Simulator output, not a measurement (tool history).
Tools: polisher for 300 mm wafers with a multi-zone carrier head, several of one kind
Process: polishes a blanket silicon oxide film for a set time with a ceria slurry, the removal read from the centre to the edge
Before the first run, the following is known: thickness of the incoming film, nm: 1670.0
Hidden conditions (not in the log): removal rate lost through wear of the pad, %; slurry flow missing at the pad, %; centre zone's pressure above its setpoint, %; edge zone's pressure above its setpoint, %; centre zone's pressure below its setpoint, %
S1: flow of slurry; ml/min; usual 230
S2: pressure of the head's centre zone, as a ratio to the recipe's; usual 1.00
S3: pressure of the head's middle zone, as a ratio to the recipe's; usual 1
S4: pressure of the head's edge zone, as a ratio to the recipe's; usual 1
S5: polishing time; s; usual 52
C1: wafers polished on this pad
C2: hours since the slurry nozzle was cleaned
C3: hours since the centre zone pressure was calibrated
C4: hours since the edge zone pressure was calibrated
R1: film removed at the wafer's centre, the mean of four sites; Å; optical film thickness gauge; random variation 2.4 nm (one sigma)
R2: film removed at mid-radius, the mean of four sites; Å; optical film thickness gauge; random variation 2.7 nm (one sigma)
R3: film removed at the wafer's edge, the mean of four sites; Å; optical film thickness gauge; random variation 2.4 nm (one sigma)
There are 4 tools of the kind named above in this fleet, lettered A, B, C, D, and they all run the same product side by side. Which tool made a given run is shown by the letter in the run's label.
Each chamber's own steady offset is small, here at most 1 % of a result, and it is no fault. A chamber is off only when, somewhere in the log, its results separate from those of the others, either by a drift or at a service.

run 1A hour=12.8 | S1=230 S2=1.00 S3=1 S4=1 S5=52 | C1=858 C2=520.7 C3=33.1 C4=167.5 | R1=2218.3 R2=2209.2 R3=2224.0
run 2B hour=22.2 | S1=230 S2=1.00 S3=1 S4=1 S5=52 | C1=459 C2=136.8 C3=482.0 C4=40.3 | R1=2263.5 R2=2214.8 R3=2243.1
run 3D hour=34.1 | S1=230 S2=1.00 S3=1 S4=1 S5=52 | C1=663 C2=637.1 C3=198.1 C4=58.1 | R1=2202.5 R2=2168.0 R3=2216.2
-- hour=40.2 chamber A: worn pad replaced by a new one
run 4C hour=47.4 | S1=230 S2=1.00 S3=1 S4=1 S5=52 | C1=822 C2=169.5 C3=974.8 C4=752.2 | R1=2195.8 R2=2197.6 R3=2206.9
-- hour=55.2 chamber C: worn pad replaced by a new one
run 5B hour=60.7 | S1=230 S2=1.00 S3=1 S4=1 S5=52 | C1=927 C2=175.3 C3=520.5 C4=78.8 | R1=2193.6 R2=2239.9 R3=2218.3
-- hour=63.5 chamber D: worn pad replaced by a new one
run 6C hour=66.6 | S1=230 S2=1.00 S3=1 S4=1 S5=52 | C1=139 C2=188.7 C3=994.0 C4=771.4 | R1=2265.3 R2=2247.4 R3=2233.7
run 7D hour=73.6 | S1=230 S2=1.00 S3=1 S4=1 S5=52 | C1=123 C2=676.6 C3=237.6 C4=97.6 | R1=2223.1 R2=2211.4 R3=2195.1
-- hour=82.9 chamber B: worn pad replaced by a new one
run 8A hour=83.3 | S1=230 S2=1.00 S3=1 S4=1 S5=52 | C1=524 C2=591.2 C3=103.6 C4=238.0 | R1=2208.5 R2=2248.3 R3=2251.9
run 9C hour=90.8 | S1=230 S2=1.00 S3=1 S4=1 S5=44 | C1=433 C2=212.9 C3=1018.2 C4=795.6 | R1=1899.0 R2=1882.7 R3=1914.5
run 10A hour=97.0 | S1=230 S2=1.00 S3=1 S4=1 S5=44 | C1=691 C2=604.9 C3=117.3 C4=251.7 | R1=1921.3 R2=1814.9 R3=1903.9
-- hour=101.2 chamber B: slurry nozzle cleaned
run 11B hour=109.9 | S1=230 S2=1.00 S3=1 S4=1 S5=44 | C1=329 C2=8.8 C3=569.7 C4=128.0 | R1=1887.6 R2=1903.6 R3=1885.4
run 12D hour=119.6 | S1=230 S2=1.00 S3=1 S4=1 S5=44 | C1=682 C2=722.6 C3=283.6 C4=143.6 | R1=1858.7 R2=1885.3 R3=1881.3
run 13D hour=130.9 | S1=230 S2=1.00 S3=1 S4=1 S5=52 | C1=820 C2=733.9 C3=294.9 C4=154.9 | R1=2226.5 R2=2177.6 R3=2210.2
-- hour=134.5 chamber A: worn pad replaced by a new one
run 14C hour=141.0 | S1=230 S2=1.00 S3=1 S4=1 S5=52 | C1=1044 C2=263.1 C3=1068.4 C4=845.8 | R1=2219.5 R2=2175.5 R3=2243.3
-- hour=144.5 chamber C: worn pad replaced by a new one
run 15A hour=149.8 | S1=230 S2=1.00 S3=1 S4=1 S5=52 | C1=186 C2=657.7 C3=170.1 C4=304.5 | R1=2175.0 R2=2268.3 R3=2215.0
-- hour=153.1 chamber D: worn pad replaced by a new one
run 16B hour=163.2 | S1=230 S2=1.00 S3=1 S4=1 S5=52 | C1=977 C2=62.1 C3=623.0 C4=181.3 | R1=2185.7 R2=2234.2 R3=2300.6
run 17A hour=169.7 | S1=230 S2=1.00 S3=1 S4=1 S5=52 | C1=428 C2=677.6 C3=190.0 C4=324.4 | R1=2180.1 R2=2210.9 R3=2234.6
run 18D hour=180.0 | S1=230 S2=1.00 S3=1 S4=1 S5=52 | C1=327 C2=783.0 C3=344.0 C4=204.0 | R1=2228.9 R2=2164.1 R3=2215.8
-- hour=188.2 chamber B: worn pad replaced by a new one
run 19B hour=190.0 | S1=230 S2=1.00 S3=1 S4=1 S5=52 | C1=22 C2=88.9 C3=649.8 C4=208.1 | R1=2139.6 R2=2225.4 R3=2296.0
-- hour=193.8 chamber D: slurry nozzle cleaned
run 20C hour=203.0 | S1=230 S2=1.00 S3=1 S4=1 S5=52 | C1=712 C2=325.1 C3=1130.4 C4=907.8 | R1=2237.9 R2=2220.1 R3=2257.9
-- hour=204.0 chamber A: slurry nozzle cleaned
run 21C hour=214.8 | S1=230 S2=1.00 S3=1 S4=1 S5=52 | C1=856 C2=336.9 C3=1142.2 C4=919.6 | R1=2214.3 R2=2229.2 R3=2226.6
-- hour=216.4 chamber A: worn pad replaced by a new one
run 22D hour=226.9 | S1=230 S2=1.00 S3=1 S4=1 S5=52 | C1=898 C2=33.2 C3=390.9 C4=250.9 | R1=2190.2 R2=2266.9 R3=2218.3
run 23A hour=238.4 | S1=230 S2=1.00 S3=1 S4=1 S5=52 | C1=268 C2=34.4 C3=258.7 C4=393.1 | R1=2212.7 R2=2264.2 R3=2230.4
-- hour=242.0 chamber C: worn pad replaced by a new one
run 24B hour=248.1 | S1=195 S2=1.00 S3=1 S4=1 S5=46 | C1=729 C2=147.0 C3=707.9 C4=266.2 | R1=1830.0 R2=1909.2 R3=1949.5
-- hour=255.7 chamber D: worn pad replaced by a new one
run 25B hour=259.6 | S1=195 S2=1.00 S3=1 S4=1 S5=46 | C1=869 C2=158.5 C3=719.4 C4=277.7 | R1=1820.0 R2=1963.7 R3=1938.9
run 26A hour=268.7 | S1=195 S2=1.00 S3=1 S4=1 S5=46 | C1=636 C2=64.7 C3=289.0 C4=423.4 | R1=1888.6 R2=1894.7 R3=1917.1
run 27D hour=279.9 | S1=195 S2=1.00 S3=1 S4=1 S5=46 | C1=295 C2=86.2 C3=443.9 C4=303.9 | R1=1951.8 R2=1899.4 R3=1925.6
-- hour=282.9 chamber B: worn pad replaced by a new one
run 28C hour=289.0 | S1=230 S2=1.00 S3=1 S4=1 S5=52 | C1=572 C2=411.1 C3=1216.4 C4=993.8 | R1=2202.3 R2=2280.9 R3=2252.2
run 29B hour=300.7 | S1=230 S2=1.00 S3=1 S4=1 S5=52 | C1=217 C2=199.6 C3=760.5 C4=318.8 | R1=2098.5 R2=2171.6 R3=2245.2
-- hour=306.4 chamber A: worn pad replaced by a new one
run 30C hour=309.4 | S1=230 S2=1.00 S3=1 S4=1 S5=52 | C1=820 C2=431.5 C3=1236.8 C4=1014.2 | R1=2222.4 R2=2175.2 R3=2219.0
run 31D hour=316.2 | S1=230 S2=1.00 S3=1 S4=1 S5=52 | C1=736 C2=122.5 C3=480.2 C4=340.2 | R1=2238.4 R2=2203.8 R3=2215.6
-- hour=324.8 chamber B: slurry nozzle cleaned
run 32A hour=326.2 | S1=230 S2=1.00 S3=1 S4=1 S5=52 | C1=241 C2=122.2 C3=346.5 C4=480.9 | R1=2229.5 R2=2183.2 R3=2226.7
-- hour=330.9 chamber C: worn pad replaced by a new one
run 33D hour=337.2 | S1=230 S2=1.00 S3=1 S4=1 S5=52 | C1=992 C2=143.5 C3=501.2 C4=361.2 | R1=2269.8 R2=2234.6 R3=2231.1
run 34B hour=343.3 | S1=230 S2=1.00 S3=1 S4=1 S5=52 | C1=735 C2=18.5 C3=803.1 C4=361.4 | R1=2099.8 R2=2255.9 R3=2241.5
-- hour=347.0 chamber D: worn pad replaced by a new one
run 35C hour=350.8 | S1=230 S2=1.00 S3=1 S4=1 S5=52 | C1=243 C2=472.9 C3=1278.2 C4=1055.6 | R1=2159.9 R2=2170.5 R3=2253.5
run 36A hour=364.1 | S1=230 S2=1.00 S3=1 S4=1 S5=52 | C1=702 C2=160.1 C3=384.4 C4=518.8 | R1=2151.2 R2=2200.4 R3=2231.4
-- hour=377.6 chamber C: edge zone pressure recalibrated
run 37A hour=377.7 | S1=230 S2=1.00 S3=1 S4=1 S5=52 | C1=867 C2=173.7 C3=398.0 C4=532.4 | R1=2191.6 R2=2245.5 R3=2195.4
-- hour=380.6 chamber C: slurry nozzle cleaned
run 38C hour=386.1 | S1=230 S2=1.00 S3=1 S4=1 S5=52 | C1=672 C2=5.6 C3=1313.5 C4=8.5 | R1=2218.3 R2=2227.3 R3=2253.5
-- hour=390.5 chamber A: worn pad replaced by a new one
run 39B hour=392.9 | S1=230 S2=1.00 S3=1 S4=1 S5=52 | C1=1338 C2=68.1 C3=852.7 C4=411.0 | R1=2074.1 R2=2219.0 R3=2265.4
-- hour=398.8 chamber B: worn pad replaced by a new one
run 40D hour=404.7 | S1=285 S2=1.00 S3=1 S4=1 S5=52 | C1=702 C2=211.0 C3=568.7 C4=428.7 | R1=2278.7 R2=2275.6 R3=2258.3
-- hour=408.9 chamber C: worn pad replaced by a new one
run 41A hour=410.9 | S1=285 S2=1.00 S3=1 S4=1 S5=52 | C1=248 C2=206.9 C3=431.2 C4=565.6 | R1=2251.4 R2=2268.0 R3=2265.2
run 42B hour=419.4 | S1=285 S2=1.00 S3=1 S4=1 S5=52 | C1=251 C2=94.6 C3=879.2 C4=437.5 | R1=2088.6 R2=2298.2 R3=2274.4
run 43D hour=428.5 | S1=285 S2=1.00 S3=1 S4=1 S5=52 | C1=991 C2=234.8 C3=592.5 C4=452.5 | R1=2275.8 R2=2270.6 R3=2224.1
run 44C hour=438.0 | S1=230 S2=1.00 S3=1 S4=1 S5=52 | C1=355 C2=57.5 C3=1365.4 C4=60.4 | R1=2183.9 R2=2211.6 R3=2204.8

For the next run the whole fleet of 4 chambers uses the same settings. Give each chamber's results:
run 45A hour=447.8 | S1=230 S2=0.89 S3=1 S4=1 S5=52 | R1=? R2=? R3=?
run 45B hour=447.8 | S1=230 S2=0.89 S3=1 S4=1 S5=52 | R1=? R2=? R3=?
run 45C hour=447.8 | S1=230 S2=0.89 S3=1 S4=1 S5=52 | R1=? R2=? R3=?
run 45D hour=447.8 | S1=230 S2=0.89 S3=1 S4=1 S5=52 | R1=? R2=? R3=?

run=45A R1=1933.7 R2=2185.0 R3=2217.4
run=45B R1=1756.4 R2=2228.1 R3=2254.7
run=45C R1=1961.1 R2=2209.6 R3=2235.0
run=45D R1=1969.3 R2=2191.7 R3=2227.6
